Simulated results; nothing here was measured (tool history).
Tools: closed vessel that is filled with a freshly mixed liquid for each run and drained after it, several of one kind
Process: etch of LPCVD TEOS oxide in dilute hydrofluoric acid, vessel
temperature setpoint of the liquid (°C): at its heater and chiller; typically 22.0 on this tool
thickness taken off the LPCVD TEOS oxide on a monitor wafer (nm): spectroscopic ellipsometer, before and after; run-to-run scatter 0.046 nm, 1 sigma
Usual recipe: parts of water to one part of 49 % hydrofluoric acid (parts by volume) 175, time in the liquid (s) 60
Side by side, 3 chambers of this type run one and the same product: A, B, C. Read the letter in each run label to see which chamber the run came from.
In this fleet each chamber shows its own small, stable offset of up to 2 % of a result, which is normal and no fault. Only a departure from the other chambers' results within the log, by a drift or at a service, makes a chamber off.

run   hour  temperature setpoint of the liquid (°C)  parts of water to one part of 49 % hydrofluoric acid (parts by volume)  time in the liquid (s)  hours since the thermometer was replaced  hours since the hydrofluoric acid flow meter was replaced  read-back film thickness of the LPCVD TEOS oxide reference wafer, read on the same gauge (nm)  thickness taken off the LPCVD TEOS oxide on a monitor wafer (nm)
 1A   11.7                                     22.0                                                                     175                      60                                     901.5                                                      997.9                                                                                         30.014                                                            6.2535
 2C   25.4                                     22.0                                                                     175                      60                                     397.9                                                      936.5                                                                                         30.025                                                            6.3760
      36.0  -- chamber A: thermometer replaced
 3B   36.1                                     22.0                                                                     175                      60                                    1139.8                                                       52.5                                                                                         30.017                                                            6.2294
 4A   49.3                                     22.0                                                                     175                      60                                      13.4                                                     1035.5                                                                                         30.034                                                            6.1636
 5C   58.0                                     22.0                                                                     175                      60                                     430.5                                                      969.1                                                                                         29.985                                                            6.3564
 6B   66.6                                     22.0                                                                     175                      60                                    1170.3                                                       83.0                                                                                         30.002                                                            6.2158
 7B   77.3                                     22.0                                                                     175                      60                                    1181.0                                                       93.7                                                                                         30.000                                                            6.1514
 8C   88.3                                     22.0                                                                     175                      60                                     460.8                                                      999.4                                                                                         30.015                                                            6.4255
 9A  101.9                                     22.0                                                                     175                      60                                      66.0                                                     1088.1                                                                                         29.977                                                            6.2207
10A  110.3                                     22.0                                                                     225                      60                                      74.4                                                     1096.5                                                                                         29.979                                                            4.6170
11C  119.8                                     22.0                                                                     225                      60                                     492.3                                                     1030.9                                                                                         29.988                                                            4.7798
     121.1  -- chamber B: thermometer replaced
12B  127.3                                     22.0                                                                     225                      60                                       6.3                                                      143.7                                                                                         29.994                                                            4.5432
13C  138.9                                     22.0                                                                     175                      60                                     511.4                                                     1050.0                                                                                         30.001                                                            6.5150
14A  150.5                                     22.0                                                                     175                      60                                     114.6                                                     1136.7                                                                                         30.014                                                            6.2548
15B  161.3                                     22.0                                                                     175                      60                                      40.3                                                      177.7                                                                                         30.029                                                            6.1789
16C  173.9                                     22.0                                                                     175                      60                                     546.4                                                     1085.0                                                                                         30.023                                                            6.5353
17B  184.4                                     22.0                                                                     175                      60                                      63.4                                                      200.8                                                                                         29.998                                                            6.1480
18A  197.8                                     22.0                                                                     175                      60                                     161.9                                                     1184.0                                                                                         29.993                                                            6.2594
19A  205.1                                     22.0                                                                     175                      60                                     169.2                                                     1191.3                                                                                         30.004                                                            6.2030
20B  218.0                                     22.0                                                                     175                      60                                      97.0                                                      234.4                                                                                         30.010                                                            6.1664
21C  224.4                                     17.0                                                                     130                      60                                     596.9                                                     1135.5                                                                                         29.989                                                            7.6478
22C  237.1                                     17.0                                                                     130                      60                                     609.6                                                     1148.2                                                                                         30.013                                                            7.6649
23B  243.7                                     17.0                                                                     130                      60                                     122.7                                                      260.1                                                                                         30.003                                                            7.1904
24A  257.0                                     22.0                                                                     175                      60                                     221.1                                                     1243.2                                                                                         30.008                                                            6.2195
25B  263.9                                     17.5                                                                     175                      50                                     142.9                                                      280.3                                                                                         30.012                                                            4.3081
26A  275.0                                     17.5                                                                     175                      50                                     239.1                                                     1261.2                                                                                         30.029                                                            4.3769
27C  283.5                                     17.5                                                                     175                      50                                     656.0                                                     1194.6                                                                                         29.995                                                            4.6526
28C  295.0                                     22.0                                                                     175                      60                                     667.5                                                     1206.1                                                                                         30.008                                                            6.6221
29B  307.3                                     22.0                                                                     175                      60                                     186.3                                                      323.7                                                                                         29.970                                                            6.1661
30A  314.0                                     22.0                                                                     175                      60                                     278.1                                                     1300.2                                                                                         30.007                                                            6.2919
31B  322.5                                     22.0                                                                     220                      60                                     201.5                                                      338.9                                                                                         29.997                                                            4.7753
32C  329.8                                     22.0                                                                     220                      60                                     702.3                                                     1240.9                                                                                         29.985                                                            5.0532
33A  343.3                                     22.0                                                                     220                      60                                     307.4                                                     1329.5                                                                                         29.994                                                            4.7104
34B  353.1                                     22.0                                                                     175                      60                                     232.1                                                      369.5                                                                                         30.001                                                            6.1574
35A  362.7                                     22.0                                                                     175                      60                                     326.8                                                     1348.9                                                                                         30.012                                                            6.2940
36C  375.3                                     22.0                                                                     175                      60                                     747.8                                                     1286.4                                                                                         29.999                                                            6.7334
37B  382.2                                     22.0                                                                     175                      60                                     261.2                                                      398.6                                                                                         30.020                                                            6.2182
38C  390.4                                     22.0                                                                     175                      60                                     762.9                                                     1301.5                                                                                         30.000                                                            6.8388
39A  396.4                                     18.5                                                                     175                      30                                     360.5                                                     1382.6                                                                                         29.981                                                            2.7249
40B  408.4                                     18.5                                                                     175                      30                                     287.4                                                      424.8                                                                                         29.973                                                            2.6963
41C  415.7                                     18.5                                                                     175                      30                                     788.2                                                     1326.8                                                                                         29.985                                                            2.9910

For the next run the whole fleet of 3 chambers uses the same settings. Give each chamber's results:
42A  425.4                                     22.0                                                                     175                      60                                                                                                                                                                                                                                                                     ?
42B  425.4                                     22.0                                                                     175                      60                                                                                                                                                                                                                                                                     ?
42C  425.4                                     22.0                                                                     175                      60                                                                                                                                                                                                                                                                     ?

run  thickness taken off the LPCVD TEOS oxide on a monitor wafer (nm)
42A                                                            6.2889
42B                                                            6.2468
42C                                                            6.9080
